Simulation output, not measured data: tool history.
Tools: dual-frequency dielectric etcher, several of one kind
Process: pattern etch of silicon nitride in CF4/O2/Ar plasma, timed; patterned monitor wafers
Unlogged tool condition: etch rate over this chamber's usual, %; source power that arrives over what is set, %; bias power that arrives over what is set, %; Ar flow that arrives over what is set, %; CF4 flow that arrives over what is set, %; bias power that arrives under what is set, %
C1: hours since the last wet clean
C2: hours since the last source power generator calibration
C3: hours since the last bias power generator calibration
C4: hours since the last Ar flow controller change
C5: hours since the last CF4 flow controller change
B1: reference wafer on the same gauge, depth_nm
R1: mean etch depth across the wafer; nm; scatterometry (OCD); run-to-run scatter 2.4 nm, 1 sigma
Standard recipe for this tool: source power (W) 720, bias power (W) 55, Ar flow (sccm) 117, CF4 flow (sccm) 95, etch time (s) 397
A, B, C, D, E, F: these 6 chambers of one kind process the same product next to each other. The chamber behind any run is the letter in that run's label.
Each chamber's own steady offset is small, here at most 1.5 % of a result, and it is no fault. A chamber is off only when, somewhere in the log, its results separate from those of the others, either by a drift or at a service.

run 1C hour=8.9 | source_power_(W)=720 bias_power_(W)=55 Ar_flow_(sccm)=117 CF4_flow_(sccm)=95 etch_time_(s)=397 | C1=210.8 C2=3385.9 C3=1343.7 C4=1801.4 C5=429.9 | B1=979.87 | R1=1040.1
-- hour=12.5 chamber B: wet clean of the chamber
-- hour=17.5 chamber F: source power generator calibrated
run 2D hour=18.8 | source_power_(W)=720 bias_power_(W)=55 Ar_flow_(sccm)=117 CF4_flow_(sccm)=95 etch_time_(s)=397 | C1=158.8 C2=2254.1 C3=1331.6 C4=3216.6 C5=3759.7 | B1=980.26 | R1=1040.1
run 3B hour=29.2 | source_power_(W)=720 bias_power_(W)=55 Ar_flow_(sccm)=117 CF4_flow_(sccm)=95 etch_time_(s)=397 | C1=16.8 C2=34 C3=3542.3 C4=493.3 C5=4581.1 | B1=980.01 | R1=1059.3
run 4A hour=35.7 | source_power_(W)=720 bias_power_(W)=55 Ar_flow_(sccm)=117 CF4_flow_(sccm)=95 etch_time_(s)=397 | C1=101.1 C2=981.7 C3=969.8 C4=885 C5=67.1 | B1=980.03 | R1=1039
run 5E hour=42.4 | source_power_(W)=720 bias_power_(W)=55 Ar_flow_(sccm)=117 CF4_flow_(sccm)=95 etch_time_(s)=397 | C1=226.2 C2=3339 C3=1928 C4=1054.5 C5=2965.7 | B1=979.65 | R1=1051.9
run 6F hour=53.8 | source_power_(W)=720 bias_power_(W)=55 Ar_flow_(sccm)=117 CF4_flow_(sccm)=110 etch_time_(s)=397 | C1=58.3 C2=36.4 C3=246.9 C4=1666.4 C5=903.3 | B1=979.99 | R1=1066
run 7F hour=61.3 | source_power_(W)=720 bias_power_(W)=55 Ar_flow_(sccm)=117 CF4_flow_(sccm)=110 etch_time_(s)=397 | C1=65.8 C2=43.9 C3=254.4 C4=1673.9 C5=910.8 | B1=979.49 | R1=1070.7
run 8D hour=67.9 | source_power_(W)=720 bias_power_(W)=55 Ar_flow_(sccm)=117 CF4_flow_(sccm)=110 etch_time_(s)=397 | C1=207.9 C2=2303.2 C3=1380.7 C4=3265.7 C5=3808.8 | B1=979.89 | R1=1061.9
run 9A hour=75 | source_power_(W)=720 bias_power_(W)=55 Ar_flow_(sccm)=117 CF4_flow_(sccm)=110 etch_time_(s)=397 | C1=140.4 C2=1021 C3=1009.1 C4=924.3 C5=106.4 | B1=979.56 | R1=1061.8
run 10B hour=80.8 | source_power_(W)=720 bias_power_(W)=55 Ar_flow_(sccm)=117 CF4_flow_(sccm)=110 etch_time_(s)=397 | C1=68.4 C2=85.6 C3=3593.9 C4=544.9 C5=4632.7 | B1=980.09 | R1=1081.8
run 11E hour=88 | source_power_(W)=720 bias_power_(W)=55 Ar_flow_(sccm)=117 CF4_flow_(sccm)=110 etch_time_(s)=397 | C1=271.8 C2=3384.6 C3=1973.6 C4=1100.1 C5=3011.3 | B1=980.38 | R1=1069.4
run 12C hour=95.1 | source_power_(W)=720 bias_power_(W)=55 Ar_flow_(sccm)=117 CF4_flow_(sccm)=95 etch_time_(s)=397 | C1=297 C2=3472.1 C3=1429.9 C4=1887.6 C5=516.1 | B1=979.94 | R1=1035.9
run 13C hour=103.7 | source_power_(W)=720 bias_power_(W)=55 Ar_flow_(sccm)=117 CF4_flow_(sccm)=95 etch_time_(s)=397 | C1=305.6 C2=3480.7 C3=1438.5 C4=1896.2 C5=524.7 | B1=979.38 | R1=1041.2
run 14F hour=112.6 | source_power_(W)=720 bias_power_(W)=55 Ar_flow_(sccm)=117 CF4_flow_(sccm)=95 etch_time_(s)=397 | C1=117.1 C2=95.2 C3=305.7 C4=1725.2 C5=962.1 | B1=980.25 | R1=1047.2
run 15E hour=122.9 | source_power_(W)=720 bias_power_(W)=45 Ar_flow_(sccm)=117 CF4_flow_(sccm)=95 etch_time_(s)=397 | C1=306.7 C2=3419.5 C3=2008.5 C4=1135 C5=3046.2 | B1=979.51 | R1=975.94
run 16D hour=128.6 | source_power_(W)=720 bias_power_(W)=45 Ar_flow_(sccm)=117 CF4_flow_(sccm)=95 etch_time_(s)=397 | C1=268.6 C2=2363.9 C3=1441.4 C4=3326.4 C5=3869.5 | B1=980.18 | R1=964.77
run 17A hour=135.8 | source_power_(W)=720 bias_power_(W)=45 Ar_flow_(sccm)=117 CF4_flow_(sccm)=95 etch_time_(s)=397 | C1=201.2 C2=1081.8 C3=1069.9 C4=985.1 C5=167.2 | B1=980.17 | R1=968.04
-- hour=136.8 chamber B: CF4 flow controller replaced
run 18B hour=143.1 | source_power_(W)=720 bias_power_(W)=45 Ar_flow_(sccm)=117 CF4_flow_(sccm)=95 etch_time_(s)=397 | C1=130.7 C2=147.9 C3=3656.2 C4=607.2 C5=6.3 | B1=980.63 | R1=985.04
run 19D hour=149.2 | source_power_(W)=720 bias_power_(W)=45 Ar_flow_(sccm)=117 CF4_flow_(sccm)=95 etch_time_(s)=397 | C1=289.2 C2=2384.5 C3=1462 C4=3347 C5=3890.1 | B1=980.31 | R1=967.06
run 20C hour=156.1 | source_power_(W)=720 bias_power_(W)=45 Ar_flow_(sccm)=117 CF4_flow_(sccm)=95 etch_time_(s)=397 | C1=358 C2=3533.1 C3=1490.9 C4=1948.6 C5=577.1 | B1=980.08 | R1=966.7
-- hour=158 chamber B: bias power generator calibrated
-- hour=159.9 chamber C: bias power generator calibrated
run 21B hour=163.6 | source_power_(W)=720 bias_power_(W)=55 Ar_flow_(sccm)=117 CF4_flow_(sccm)=95 etch_time_(s)=397 | C1=151.2 C2=168.4 C3=5.7 C4=627.7 C5=26.8 | B1=980.08 | R1=1056.3
run 22F hour=175.2 | source_power_(W)=720 bias_power_(W)=55 Ar_flow_(sccm)=117 CF4_flow_(sccm)=95 etch_time_(s)=397 | C1=179.7 C2=157.8 C3=368.3 C4=1787.8 C5=1024.7 | B1=979.42 | R1=1051.3
run 23A hour=186.3 | source_power_(W)=720 bias_power_(W)=55 Ar_flow_(sccm)=117 CF4_flow_(sccm)=95 etch_time_(s)=330 | C1=251.7 C2=1132.3 C3=1120.4 C4=1035.6 C5=217.7 | B1=979.59 | R1=869.06
run 24E hour=193.2 | source_power_(W)=720 bias_power_(W)=55 Ar_flow_(sccm)=117 CF4_flow_(sccm)=95 etch_time_(s)=330 | C1=377 C2=3489.8 C3=2078.8 C4=1205.3 C5=3116.5 | B1=979.75 | R1=870.61
run 25B hour=198.4 | source_power_(W)=720 bias_power_(W)=55 Ar_flow_(sccm)=117 CF4_flow_(sccm)=95 etch_time_(s)=330 | C1=186 C2=203.2 C3=40.5 C4=662.5 C5=61.6 | B1=980.24 | R1=878.7
run 26C hour=208.3 | source_power_(W)=720 bias_power_(W)=55 Ar_flow_(sccm)=117 CF4_flow_(sccm)=95 etch_time_(s)=330 | C1=410.2 C2=3585.3 C3=48.5 C4=2000.8 C5=629.3 | B1=980.5 | R1=862.57
run 27D hour=219.8 | source_power_(W)=720 bias_power_(W)=55 Ar_flow_(sccm)=117 CF4_flow_(sccm)=95 etch_time_(s)=330 | C1=359.8 C2=2455.1 C3=1532.6 C4=3417.6 C5=3960.7 | B1=979.94 | R1=864.92
run 28E hour=227.1 | source_power_(W)=720 bias_power_(W)=55 Ar_flow_(sccm)=117 CF4_flow_(sccm)=95 etch_time_(s)=330 | C1=410.9 C2=3523.7 C3=2112.7 C4=1239.2 C5=3150.4 | B1=980.31 | R1=873.14
run 29A hour=236.9 | source_power_(W)=720 bias_power_(W)=55 Ar_flow_(sccm)=117 CF4_flow_(sccm)=95 etch_time_(s)=397 | C1=302.3 C2=1182.9 C3=1171 C4=1086.2 C5=268.3 | B1=979.95 | R1=1041
run 30F hour=246.7 | source_power_(W)=720 bias_power_(W)=55 Ar_flow_(sccm)=117 CF4_flow_(sccm)=95 etch_time_(s)=397 | C1=251.2 C2=229.3 C3=439.8 C4=1859.3 C5=1096.2 | B1=980.14 | R1=1050.1
run 31D hour=253.8 | source_power_(W)=720 bias_power_(W)=55 Ar_flow_(sccm)=117 CF4_flow_(sccm)=95 etch_time_(s)=397 | C1=393.8 C2=2489.1 C3=1566.6 C4=3451.6 C5=3994.7 | B1=979.91 | R1=1041.3
run 32A hour=259.2 | source_power_(W)=720 bias_power_(W)=55 Ar_flow_(sccm)=117 CF4_flow_(sccm)=95 etch_time_(s)=397 | C1=324.6 C2=1205.2 C3=1193.3 C4=1108.5 C5=290.6 | B1=980.53 | R1=1041.1
run 33E hour=269.2 | source_power_(W)=720 bias_power_(W)=55 Ar_flow_(sccm)=117 CF4_flow_(sccm)=95 etch_time_(s)=397 | C1=453 C2=3565.8 C3=2154.8 C4=1281.3 C5=3192.5 | B1=980.05 | R1=1052.7
run 34F hour=275.2 | source_power_(W)=720 bias_power_(W)=55 Ar_flow_(sccm)=117 CF4_flow_(sccm)=95 etch_time_(s)=397 | C1=279.7 C2=257.8 C3=468.3 C4=1887.8 C5=1124.7 | B1=980.35 | R1=1048.8
run 35B hour=283.4 | source_power_(W)=720 bias_power_(W)=55 Ar_flow_(sccm)=99 CF4_flow_(sccm)=95 etch_time_(s)=432 | C1=271 C2=288.2 C3=125.5 C4=747.5 C5=146.6 | B1=980.24 | R1=1169.4
run 36C hour=294.6 | source_power_(W)=720 bias_power_(W)=55 Ar_flow_(sccm)=99 CF4_flow_(sccm)=95 etch_time_(s)=432 | C1=496.5 C2=3671.6 C3=134.8 C4=2087.1 C5=715.6 | B1=979.96 | R1=1158.5
run 37B hour=301 | source_power_(W)=720 bias_power_(W)=55 Ar_flow_(sccm)=99 CF4_flow_(sccm)=95 etch_time_(s)=432 | C1=288.6 C2=305.8 C3=143.1 C4=765.1 C5=164.2 | B1=980.01 | R1=1175.5
run 38F hour=311.1 | source_power_(W)=720 bias_power_(W)=55 Ar_flow_(sccm)=99 CF4_flow_(sccm)=95 etch_time_(s)=432 | C1=315.6 C2=293.7 C3=504.2 C4=1923.7 C5=1160.6 | B1=980.39 | R1=1162.9
run 39C hour=320.6 | source_power_(W)=720 bias_power_(W)=55 Ar_flow_(sccm)=99 CF4_flow_(sccm)=95 etch_time_(s)=432 | C1=522.5 C2=3697.6 C3=160.8 C4=2113.1 C5=741.6 | B1=979.87 | R1=1157.8
run 40A hour=328.2 | source_power_(W)=720 bias_power_(W)=55 Ar_flow_(sccm)=99 CF4_flow_(sccm)=95 etch_time_(s)=432 | C1=393.6 C2=1274.2 C3=1262.3 C4=1177.5 C5=359.6 | B1=980.26 | R1=1161.5

The same settings go to every chamber for the next run, one line per chamber below. Forecast the results for each:
run 41A hour=336.5 | source_power_(W)=720 bias_power_(W)=55 Ar_flow_(sccm)=143 CF4_flow_(sccm)=95 etch_time_(s)=397 | R1=?
run 41B hour=336.5 | source_power_(W)=720 bias_power_(W)=55 Ar_flow_(sccm)=143 CF4_flow_(sccm)=95 etch_time_(s)=397 | R1=?
run 41C hour=336.5 | source_power_(W)=720 bias_power_(W)=55 Ar_flow_(sccm)=143 CF4_flow_(sccm)=95 etch_time_(s)=397 | R1=?
run 41D hour=336.5 | source_power_(W)=720 bias_power_(W)=55 Ar_flow_(sccm)=143 CF4_flow_(sccm)=95 etch_time_(s)=397 | R1=?
run 41E hour=336.5 | source_power_(W)=720 bias_power_(W)=55 Ar_flow_(sccm)=143 CF4_flow_(sccm)=95 etch_time_(s)=397 | R1=?
run 41F hour=336.5 | source_power_(W)=720 bias_power_(W)=55 Ar_flow_(sccm)=143 CF4_flow_(sccm)=95 etch_time_(s)=397 | R1=?

run=41A R1=1019.5
run=41B R1=1030.9
run=41C R1=1013.5
run=41D R1=1012.8
run=41E R1=1025.9
run=41F R1=1021.3
